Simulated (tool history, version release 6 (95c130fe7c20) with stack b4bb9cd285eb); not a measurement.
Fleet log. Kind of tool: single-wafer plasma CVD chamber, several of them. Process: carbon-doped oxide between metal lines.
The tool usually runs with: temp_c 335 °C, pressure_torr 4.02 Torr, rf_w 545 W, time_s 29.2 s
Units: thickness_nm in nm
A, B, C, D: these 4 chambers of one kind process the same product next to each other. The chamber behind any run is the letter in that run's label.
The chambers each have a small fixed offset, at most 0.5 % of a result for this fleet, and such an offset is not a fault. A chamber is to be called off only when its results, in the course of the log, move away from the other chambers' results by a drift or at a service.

run	hour	temp_c	pressure_torr	rf_w	time_s	hours since the last thermocouple change	hours since the last RF generator calibration	hours since the last manometer calibration	read-back reference wafer on the same gauge, thickness_nm	thickness_nm
1B	5.1	335	4.02	545	29.2	1982.2	34.9	10.5	171.99	159.65
# hour 6.6: chamber D: capacitance manometer re-zeroed and calibrated
2A	10.0	335	4.02	545	29.2	655.0	1061.4	1508.5	171.94	159.11
3D	14.6	335	4.02	545	29.2	894.0	581.6	8.1	171.89	160.41
# hour 15.6: chamber C: thermocouple changed; heater temperature recalibrated
4C	19.0	335	4.02	545	29.2	3.5	1204.9	873.7	171.93	159.84
5A	23.3	335	4.47	545	29.2	668.3	1074.7	1521.8	171.84	161.51
6C	26.9	335	4.47	545	29.2	11.4	1212.8	881.6	171.82	162.09
7B	32.0	335	4.47	545	29.2	2009.1	61.8	37.4	171.82	161.22
8D	36.6	335	4.47	545	29.2	916.0	603.6	30.1	171.82	162.67
9A	41.3	335	4.02	545	29.2	686.3	1092.7	1539.8	171.81	159.28
10B	44.6	335	4.02	545	29.2	2021.7	74.4	50.0	171.70	158.88
11C	48.2	335	4.02	545	29.2	32.7	1234.1	902.9	171.73	159.87
12D	52.9	335	4.02	545	29.2	932.3	619.9	46.4	171.68	160.07
13B	56.9	335	4.02	545	29.2	2034.0	86.7	62.3	171.68	158.94
14C	62.2	344	4.02	480	29.2	46.7	1248.1	916.9	171.64	142.82
15A	67.0	344	4.02	480	29.2	712.0	1118.4	1565.5	171.61	142.62
16D	70.8	344	4.02	480	29.2	950.2	637.8	64.3	171.64	143.72
17D	74.4	344	4.02	480	29.2	953.8	641.4	67.9	171.57	143.63
18C	77.2	335	4.02	545	29.2	61.7	1263.1	931.9	171.56	159.51
19A	79.8	335	4.42	455	29.2	724.8	1131.2	1578.3	171.50	143.81
20B	83.1	335	4.42	455	29.2	2060.2	112.9	88.5	171.50	143.49
21A	86.3	335	4.42	455	29.2	731.3	1137.7	1584.8	171.48	143.56
22D	89.0	335	4.42	455	29.2	968.4	656.0	82.5	171.44	144.20
23B	94.5	335	4.02	545	29.2	2071.6	124.3	99.9	171.45	159.15
24C	97.7	335	4.02	545	29.2	82.2	1283.6	952.4	171.39	159.55
25A	100.3	335	4.02	545	29.2	745.3	1151.7	1598.8	171.43	158.96
26B	105.3	335	4.02	545	29.2	2082.4	135.1	110.7	171.39	158.46
27C	107.8	335	4.02	545	29.2	92.3	1293.7	962.5	171.28	159.54
28D	111.6	335	4.02	545	29.2	991.0	678.6	105.1	171.36	159.95
29A	115.4	335	4.02	545	29.2	760.4	1166.8	1613.9	171.32	158.77
30D	120.7	335	4.02	545	29.2	1000.1	687.7	114.2	171.27	160.03
31C	123.6	335	4.02	545	29.2	108.1	1309.5	978.3	171.29	159.69

Is one chamber off against the others, does the gauge drift, or is nothing wrong? If a chamber is off, say which, and what the likeliest cause is.

None of the chambers is off. What moves is the gauge, dragging all their readings along together.
What lies behind it: gauge reads low (%) = 0.439.
